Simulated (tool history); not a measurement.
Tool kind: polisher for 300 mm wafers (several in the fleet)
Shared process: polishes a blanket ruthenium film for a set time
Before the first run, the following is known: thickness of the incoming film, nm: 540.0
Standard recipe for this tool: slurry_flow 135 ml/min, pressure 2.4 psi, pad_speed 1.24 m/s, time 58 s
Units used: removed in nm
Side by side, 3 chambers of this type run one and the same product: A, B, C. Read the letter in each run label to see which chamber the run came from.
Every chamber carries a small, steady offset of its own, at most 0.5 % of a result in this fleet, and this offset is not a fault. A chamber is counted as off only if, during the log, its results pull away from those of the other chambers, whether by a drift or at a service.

run 1A hour=6.8 | slurry_flow=135 pressure=2.4 pad_speed=1.24 time=58 | removed=88.463
run 2B hour=21.6 | slurry_flow=135 pressure=2.4 pad_speed=1.24 time=58 | removed=90.249
-- hour=29.1 chamber C: head pressure recalibrated
run 3C hour=29.7 | slurry_flow=135 pressure=2.4 pad_speed=1.24 time=58 | removed=89.294
-- hour=31.3 chamber C: worn pad replaced by a new one
run 4A hour=37.0 | slurry_flow=135 pressure=2.4 pad_speed=1.24 time=58 | removed=90.114
-- hour=45.3 chamber A: worn pad replaced by a new one
-- hour=45.8 chamber B: worn pad replaced by a new one
run 5B hour=45.9 | slurry_flow=135 pressure=2.4 pad_speed=1.24 time=58 | removed=89.331
run 6C hour=55.3 | slurry_flow=135 pressure=2.4 pad_speed=1.24 time=58 | removed=89.646
run 7C hour=65.0 | slurry_flow=135 pressure=2.4 pad_speed=1.24 time=58 | removed=90.829
run 8A hour=76.5 | slurry_flow=135 pressure=2.4 pad_speed=1.24 time=58 | removed=91.855
run 9B hour=87.7 | slurry_flow=135 pressure=2.4 pad_speed=1.24 time=58 | removed=90.554
run 10A hour=98.1 | slurry_flow=135 pressure=2.4 pad_speed=1.24 time=58 | removed=87.040
run 11C hour=109.0 | slurry_flow=135 pressure=2.4 pad_speed=1.24 time=58 | removed=90.553
-- hour=110.0 chamber A: slurry nozzle cleaned
run 12B hour=119.2 | slurry_flow=135 pressure=2.4 pad_speed=1.24 time=58 | removed=90.814
-- hour=121.7 chamber A: worn pad replaced by a new one
run 13C hour=127.0 | slurry_flow=135 pressure=2.4 pad_speed=1.24 time=58 | removed=88.272
run 14B hour=136.6 | slurry_flow=100 pressure=2.4 pad_speed=1.38 time=58 | removed=92.412
-- hour=144.2 chamber A: head pressure recalibrated
run 15A hour=150.7 | slurry_flow=100 pressure=2.4 pad_speed=1.38 time=58 | removed=94.535
-- hour=164.0 chamber C: slurry nozzle cleaned
run 16A hour=164.6 | slurry_flow=100 pressure=2.4 pad_speed=1.38 time=58 | removed=92.963
-- hour=175.6 chamber B: worn pad replaced by a new one
run 17C hour=176.6 | slurry_flow=135 pressure=2.4 pad_speed=1.24 time=58 | removed=88.179
-- hour=178.4 chamber B: head pressure recalibrated
run 18B hour=184.0 | slurry_flow=135 pressure=2.4 pad_speed=1.24 time=58 | removed=78.761
run 19B hour=197.5 | slurry_flow=135 pressure=2.4 pad_speed=1.24 time=58 | removed=79.545
run 20A hour=204.6 | slurry_flow=135 pressure=2.4 pad_speed=1.24 time=44 | removed=67.518
-- hour=206.4 chamber A: worn pad replaced by a new one
run 21C hour=213.3 | slurry_flow=135 pressure=2.4 pad_speed=1.24 time=44 | removed=66.751
-- hour=216.7 chamber C: worn pad replaced by a new one
run 22C hour=227.6 | slurry_flow=135 pressure=2.4 pad_speed=1.24 time=44 | removed=68.937
-- hour=230.7 chamber B: slurry nozzle cleaned
run 23A hour=242.7 | slurry_flow=135 pressure=2.4 pad_speed=1.24 time=71 | removed=109.720
run 24B hour=249.8 | slurry_flow=135 pressure=2.4 pad_speed=1.24 time=71 | removed=96.501
run 25B hour=261.7 | slurry_flow=135 pressure=2.4 pad_speed=1.24 time=71 | removed=99.123
run 26A hour=268.9 | slurry_flow=135 pressure=2.4 pad_speed=1.24 time=58 | removed=91.460
run 27C hour=279.7 | slurry_flow=135 pressure=2.4 pad_speed=1.24 time=58 | removed=87.428
run 28A hour=288.6 | slurry_flow=135 pressure=2.4 pad_speed=1.24 time=58 | removed=88.466
-- hour=291.1 chamber B: worn pad replaced by a new one
-- hour=291.4 chamber A: worn pad replaced by a new one
run 29B hour=301.9 | slurry_flow=135 pressure=2.4 pad_speed=1.24 time=58 | removed=79.956
run 30C hour=310.7 | slurry_flow=135 pressure=2.4 pad_speed=0.84 time=58 | removed=60.486
run 31B hour=323.1 | slurry_flow=135 pressure=2.4 pad_speed=0.84 time=58 | removed=54.883
run 32A hour=337.5 | slurry_flow=135 pressure=2.4 pad_speed=0.84 time=58 | removed=60.279

Does one chamber stand apart from the rest, does the shared gauge drift, or is all well apart from small per-chamber offsets? Give the chamber and the most likely cause, where there is one.

A service left chamber B off against the others.
Most likely cause: head's pressure below its setpoint, % = 10.4.

Which of the 4 candidates below, each the usual settings with something changed and its results left as question marks, puts chamber B back in line with what the other chambers give on the usual settings?
Maximum distance from the other chambers' mean on the usual settings for a result to count as in line: removed 4.300 nm
run 33B-1 hour=348.6 | slurry_flow=135 pressure=2.4 pad_speed=1.12 time=52 | removed=?
run 33B-2 hour=348.6 | slurry_flow=135 pressure=2.4 pad_speed=1.10 time=58 | removed=?
run 33B-3 hour=348.6 | slurry_flow=140 pressure=2.7 pad_speed=1.24 time=58 | removed=?
run 33B-4 hour=348.6 | slurry_flow=135 pressure=2.6 pad_speed=1.32 time=62 | removed=?

On the usual settings, the other chambers give on average: removed 89.461 nm
run=33B-1 removed=64.905
run=33B-2 removed=71.080
run=33B-3 removed=91.009
run=33B-4 removed=99.112
With 33B-3, the chamber falls back in line with the rest.

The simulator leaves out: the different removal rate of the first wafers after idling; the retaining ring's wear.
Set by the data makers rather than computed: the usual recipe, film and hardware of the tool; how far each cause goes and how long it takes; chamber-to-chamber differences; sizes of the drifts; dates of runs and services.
